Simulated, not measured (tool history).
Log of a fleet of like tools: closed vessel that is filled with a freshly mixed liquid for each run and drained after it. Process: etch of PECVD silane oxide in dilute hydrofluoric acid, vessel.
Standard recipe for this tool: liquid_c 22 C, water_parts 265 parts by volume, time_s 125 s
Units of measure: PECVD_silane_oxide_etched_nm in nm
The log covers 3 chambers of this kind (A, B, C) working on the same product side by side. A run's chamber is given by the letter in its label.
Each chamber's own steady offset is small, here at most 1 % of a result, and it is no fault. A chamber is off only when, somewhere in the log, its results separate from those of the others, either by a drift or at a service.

| run | hour | liquid_c | water_parts | time_s | hours since the thermometer was replaced | hours since the hydrofluoric acid flow meter was replaced | read-back film thickness of the PECVD silane oxide reference wafer, read on the same gauge (nm) | PECVD_silane_oxide_etched_nm |
|---|---|---|---|---|---|---|---|---|
| 1C | 5.6 | 22 | 265 | 125 | 568.5 | 614.5 | 140.02 | 6.7691 |
| 2B | 16.7 | 22 | 265 | 125 | 324.2 | 1349.6 | 140 | 6.8196 |
|  | 22.1 | chamber B: hydrofluoric acid flow meter replaced |
| 3A | 24.8 | 22 | 265 | 125 | 804.4 | 901.6 | 140.03 | 6.8326 |
| 4C | 35.7 | 22 | 265 | 125 | 598.6 | 644.6 | 140.02 | 6.7738 |
| 5A | 46.1 | 22 | 265 | 125 | 825.7 | 922.9 | 139.97 | 6.8395 |
| 6B | 54.9 | 22 | 265 | 125 | 362.4 | 32.9 | 139.97 | 6.8084 |
| 7A | 60.8 | 22 | 265 | 125 | 840.4 | 937.6 | 139.98 | 6.7987 |
| 8C | 71.2 | 22 | 265 | 125 | 634.1 | 680.1 | 139.98 | 6.8114 |
| 9B | 78.2 | 22 | 265 | 125 | 385.7 | 56.2 | 139.99 | 6.7746 |
| 10A | 84.1 | 22 | 265 | 125 | 863.7 | 960.9 | 139.99 | 6.8254 |
| 11C | 89.8 | 22 | 265 | 125 | 652.7 | 698.7 | 139.97 | 6.7885 |
| 12B | 98.2 | 22 | 265 | 125 | 405.7 | 76.2 | 139.99 | 6.7533 |
| 13C | 107.7 | 24.5 | 265 | 195 | 670.6 | 716.6 | 139.94 | 11.614 |
| 14A | 113.2 | 24.5 | 265 | 195 | 892.8 | 990 | 139.94 | 11.659 |
| 15B | 118.6 | 24.5 | 265 | 195 | 426.1 | 96.6 | 139.98 | 11.62 |
| 16B | 126.9 | 22 | 265 | 125 | 434.4 | 104.9 | 140.04 | 6.8682 |
| 17A | 133.5 | 22 | 370 | 90 | 913.1 | 1010.3 | 139.97 | 3.1702 |
| 18C | 140.1 | 22 | 370 | 90 | 703 | 749 | 139.94 | 3.2058 |
| 19B | 149.2 | 22 | 370 | 90 | 456.7 | 127.2 | 140.04 | 3.1776 |
| 20C | 155.7 | 22 | 265 | 125 | 718.6 | 764.6 | 140.02 | 6.8085 |
| 21A | 164.5 | 22 | 265 | 125 | 944.1 | 1041.3 | 140.02 | 6.7432 |
| 22B | 176 | 22 | 265 | 125 | 483.5 | 154 | 139.99 | 6.8271 |
| 23A | 183.7 | 22 | 265 | 125 | 963.3 | 1060.5 | 140.01 | 6.6783 |
| 24C | 189.9 | 22 | 265 | 125 | 752.8 | 798.8 | 140.02 | 6.826 |
| 25A | 200.7 | 22 | 265 | 125 | 980.3 | 1077.5 | 140.06 | 6.7052 |
| 26C | 209.5 | 22 | 265 | 125 | 772.4 | 818.4 | 140.02 | 6.7897 |
| 27B | 220.7 | 22 | 265 | 75 | 528.2 | 198.7 | 140.02 | 4.0246 |
| 28C | 231.7 | 22 | 265 | 75 | 794.6 | 840.6 | 140.04 | 4.0697 |
| 29A | 240.3 | 22 | 265 | 75 | 1019.9 | 1117.1 | 139.99 | 4.0074 |
| 30B | 248.3 | 22 | 265 | 125 | 555.8 | 226.3 | 139.99 | 6.7944 |
| 31A | 256.5 | 22 | 265 | 125 | 1036.1 | 1133.3 | 139.95 | 6.6238 |
| 32B | 262.1 | 22 | 265 | 125 | 569.6 | 240.1 | 139.95 | 6.7608 |
| 33C | 269.1 | 22 | 265 | 125 | 832 | 878 | 139.98 | 6.7665 |
| 34A | 280.7 | 22 | 265 | 125 | 1060.3 | 1157.5 | 139.99 | 6.5905 |
| 35B | 286.9 | 22 | 265 | 125 | 594.4 | 264.9 | 140 | 6.775 |
| 36C | 294.2 | 25 | 265 | 125 | 857.1 | 903.1 | 140.02 | 7.5258 |
| 37B | 306.2 | 25 | 265 | 125 | 613.7 | 284.2 | 139.97 | 7.5476 |
| 38C | 317.5 | 25 | 265 | 125 | 880.4 | 926.4 | 139.97 | 7.517 |
| 39A | 327 | 22 | 265 | 125 | 1106.6 | 1203.8 | 139.96 | 6.6101 |
| 40C | 336.5 | 22 | 265 | 125 | 899.4 | 945.4 | 140 | 6.771 |
| 41B | 344.2 | 22 | 265 | 125 | 651.7 | 322.2 | 140.02 | 6.8036 |
| 42A | 352.6 | 22 | 265 | 125 | 1132.2 | 1229.4 | 139.96 | 6.5403 |
| 43C | 363.5 | 22 | 265 | 125 | 926.4 | 972.4 | 139.95 | 6.7637 |

Is one chamber off against the others, does the gauge drift, or is nothing wrong? If a chamber is off, say which, and what the likeliest cause is.

It is chamber A that slowly wanders off from its peers.
Cause: liquid colder than its thermometer reads (K) = 1.18.
The log may not tell that from: hydrofluoric acid flow below the setpoint (%).

Below are 4 candidate recipes for chamber A's next run, each the usual settings with a change, their results shown as question marks. Which of them brings A's results back in line with what the other chambers give on the usual settings?
To be in line, a result may differ from the other chambers' mean on the usual settings by at most: PECVD_silane_oxide_etched_nm 0.11 nm
| 44A-1 | 372.2 | 20 | 265 | 125 |  |  |  | ? |
| 44A-2 | 372.2 | 22 | 265 | 120 |  |  |  | ? |
| 44A-3 | 372.2 | 22 | 265 | 130 |  |  |  | ? |
| 44A-4 | 372.2 | 22 | 250 | 125 |  |  |  | ? |

Other chambers, usual settings, mean: PECVD_silane_oxide_etched_nm 6.784 nm
| run | PECVD_silane_oxide_etched_nm |
|---|---|
| 44A-1 | 6.0677 |
| 44A-2 | 6.2783 |
| 44A-3 | 6.8015 |
| 44A-4 | 7.0236 |
The answer is 44A-3, which returns the chamber to within the allowed miss of the others.
